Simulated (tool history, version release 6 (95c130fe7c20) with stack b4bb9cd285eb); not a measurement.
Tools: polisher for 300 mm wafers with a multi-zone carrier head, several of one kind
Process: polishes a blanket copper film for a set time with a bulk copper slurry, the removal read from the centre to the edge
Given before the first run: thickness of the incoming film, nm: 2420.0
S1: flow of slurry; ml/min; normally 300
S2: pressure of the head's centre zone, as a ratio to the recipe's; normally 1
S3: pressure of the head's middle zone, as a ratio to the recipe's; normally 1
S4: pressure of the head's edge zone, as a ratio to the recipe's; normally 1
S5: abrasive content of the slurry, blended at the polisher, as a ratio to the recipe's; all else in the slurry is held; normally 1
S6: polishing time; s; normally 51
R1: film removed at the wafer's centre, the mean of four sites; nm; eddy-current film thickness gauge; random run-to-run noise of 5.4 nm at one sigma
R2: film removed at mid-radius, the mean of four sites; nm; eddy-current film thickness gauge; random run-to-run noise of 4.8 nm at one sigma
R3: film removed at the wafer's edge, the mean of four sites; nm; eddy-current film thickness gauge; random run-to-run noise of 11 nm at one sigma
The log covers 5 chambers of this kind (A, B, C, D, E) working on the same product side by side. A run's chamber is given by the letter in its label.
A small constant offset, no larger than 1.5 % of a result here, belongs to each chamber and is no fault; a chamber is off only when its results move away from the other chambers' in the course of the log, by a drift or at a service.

| run | hour | S1 | S2 | S3 | S4 | S5 | S6 | R1 | R2 | R3 |
|---|---|---|---|---|---|---|---|---|---|---|
| 1E | 2.6 | 300 | 1 | 1 | 1 | 1 | 51 | 752.69 | 757 | 748.09 |
| 2D | 5.8 | 300 | 1 | 1 | 1 | 1 | 51 | 756.56 | 757.15 | 752.45 |
| 3C | 10.1 | 300 | 1 | 1 | 1 | 1 | 51 | 748.25 | 751.54 | 750.04 |
| 4A | 12.5 | 300 | 1 | 1 | 1 | 1 | 51 | 760.08 | 747.52 | 760.62 |
| 5B | 17.6 | 300 | 1 | 1 | 1 | 1 | 51 | 748.66 | 762.55 | 754.09 |
| 6E | 20.6 | 300 | 1 | 1 | 1 | 1 | 51 | 761.2 | 747.65 | 734.34 |
|  | 22.9 | chamber D: worn pad replaced by a new one |
|  | 24 | chamber B: edge zone pressure recalibrated |
| 7D | 24.3 | 300 | 1 | 1 | 1 | 1 | 51 | 745.3 | 754.59 | 769.22 |
| 8B | 26.6 | 300 | 1 | 1 | 1 | 1 | 51 | 749.21 | 764.96 | 776.77 |
| 9A | 30.5 | 300 | 1 | 1 | 1 | 1 | 51 | 767.14 | 746.57 | 770.15 |
| 10C | 35.1 | 300 | 1 | 1 | 1 | 1 | 51 | 748.75 | 746.41 | 737.76 |
| 11D | 37.4 | 300 | 1 | 1 | 1 | 1.1 | 51 | 760.86 | 773.44 | 763.12 |
|  | 39.9 | chamber E: worn pad replaced by a new one |
| 12C | 40.9 | 300 | 1 | 1 | 1 | 1.1 | 51 | 768.64 | 773.46 | 769.92 |
| 13A | 43.6 | 300 | 1 | 1 | 1 | 1.1 | 51 | 789.23 | 764.66 | 773.51 |
| 14E | 46.9 | 300 | 1 | 1 | 1 | 1.1 | 51 | 777.71 | 782.54 | 766.29 |
| 15B | 50.5 | 300 | 1 | 1 | 1 | 1.1 | 51 | 771.53 | 785.07 | 789.81 |
| 16E | 55 | 300 | 1 | 1 | 1 | 1 | 51 | 751.72 | 759.42 | 753.73 |
|  | 57.6 | chamber C: slurry nozzle cleaned |
| 17B | 59.7 | 300 | 1 | 1 | 1 | 1 | 51 | 766.2 | 756.41 | 765.08 |
| 18A | 63.7 | 300 | 1 | 1 | 1 | 1 | 51 | 757.51 | 750.16 | 779.83 |
| 19D | 67.7 | 240 | 1 | 1 | 1 | 1 | 51 | 735.57 | 734 | 733.6 |
| 20C | 69.9 | 240 | 1 | 1 | 1 | 1 | 51 | 735.26 | 738.68 | 741.02 |
| 21E | 73 | 240 | 1 | 1 | 1 | 1 | 51 | 736.51 | 741.77 | 766.27 |
|  | 74.9 | chamber B: slurry nozzle cleaned |
| 22B | 76.6 | 240 | 1 | 1 | 1 | 1 | 51 | 741.82 | 747.46 | 761.51 |
|  | 76.9 | chamber C: worn pad replaced by a new one |
| 23A | 81.1 | 240 | 1 | 1 | 1 | 1 | 51 | 744.72 | 720.46 | 727.26 |
| 24C | 85.2 | 300 | 1 | 1 | 1 | 1 | 51 | 758.19 | 755.27 | 748.88 |
| 25D | 88.5 | 300 | 1 | 1 | 1 | 1 | 51 | 757.15 | 740.6 | 755.16 |
| 26B | 91.1 | 300 | 1 | 1 | 1 | 1 | 51 | 782.75 | 766.38 | 768.53 |
|  | 95.8 | chamber A: worn pad replaced by a new one |
| 27A | 96 | 300 | 1 | 1 | 1 | 1 | 51 | 763.39 | 742.46 | 747.75 |
| 28D | 99.4 | 300 | 1 | 1 | 1 | 1 | 51 | 752.17 | 750.15 | 766.06 |
| 29C | 103.7 | 300 | 1 | 1 | 1 | 1 | 51 | 758.9 | 753.42 | 761.05 |
| 30E | 108.4 | 300 | 1 | 1 | 1 | 1 | 51 | 752.72 | 764.07 | 742.54 |
| 31A | 112.6 | 300 | 1 | 1 | 1.08 | 1 | 51 | 762.44 | 748.43 | 790.3 |
| 32B | 115 | 300 | 1 | 1 | 1.08 | 1 | 51 | 778.1 | 764.75 | 775.27 |
| 33E | 119 | 300 | 1 | 1 | 1.08 | 1 | 51 | 754.54 | 752.71 | 797.81 |
| 34D | 121.5 | 300 | 1 | 1 | 1.08 | 1 | 51 | 758.23 | 752.36 | 804.75 |
| 35C | 126.4 | 300 | 1 | 1 | 1.08 | 1 | 51 | 739.72 | 750.98 | 798.5 |
|  | 129.9 | chamber D: slurry nozzle cleaned |
| 36D | 129.9 | 300 | 1 | 1 | 1 | 1 | 51 | 751 | 749.89 | 766.45 |
| 37A | 133.6 | 300 | 1 | 1 | 1 | 1 | 51 | 760.64 | 746 | 752.85 |
| 38C | 136.5 | 300 | 1 | 1 | 1 | 1 | 51 | 751.53 | 752.14 | 760.97 |
|  | 138.5 | chamber B: worn pad replaced by a new one |
|  | 139.6 | chamber D: centre zone pressure recalibrated |
| 39E | 139.6 | 300 | 1 | 1 | 1 | 1 | 51 | 747.08 | 752 | 729.39 |
| 40B | 143.8 | 300 | 1 | 1 | 1 | 1 | 51 | 779.07 | 756.8 | 768.39 |
| 41A | 147.6 | 300 | 1 | 1 | 1 | 1 | 51 | 753.92 | 743.64 | 744.41 |
| 42C | 151.6 | 300 | 1 | 1 | 1 | 1 | 51 | 747.45 | 745.26 | 756.25 |
| 43D | 153.9 | 300 | 1 | 1 | 1 | 1 | 51 | 742.47 | 754.17 | 756.33 |

Which is it: a chamber that has drifted or been left off by a service, a gauge drift common to all chambers, or only each chamber's usual small offset? If a chamber is off, name it and its likeliest cause.

One chamber, B, drifts off from the rest bit by bit.
Most likely cause: centre zone's pressure above its setpoint, % = 4.85.

Which of the 4 candidates below, each the usual settings with something changed and its results left as question marks, puts chamber B back in line with what the other chambers give on the usual settings?
A result is in line if it is within this distance of the other chambers' mean on the usual settings: R1 19 nm; R2 17 nm; R3 39 nm
| 44B-1 | 157.6 | 305 | 1.03 | 1 | 0.99 | 1 | 52 | ? | ? | ? |
| 44B-2 | 157.6 | 295 | 0.97 | 1 | 1.01 | 1 | 50 | ? | ? | ? |
| 44B-3 | 157.6 | 295 | 0.94 | 1.01 | 1.02 | 1 | 49 | ? | ? | ? |
| 44B-4 | 157.6 | 305 | 1.06 | 0.99 | 0.98 | 1 | 53 | ? | ? | ? |

The other chambers' mean on the usual settings: R1 755.55 nm; R2 752.81 nm; R3 754.23 nm
| run | R1 | R2 | R3 |
|---|---|---|---|
| 44B-1 | 843.4 | 779.22 | 775.5 |
| 44B-2 | 756.41 | 747.1 | 751.58 |
| 44B-3 | 716.01 | 739.07 | 740.22 |
| 44B-4 | 887.04 | 786.71 | 786.41 |
The answer is 44B-2, which returns the chamber to within the allowed miss of the others.
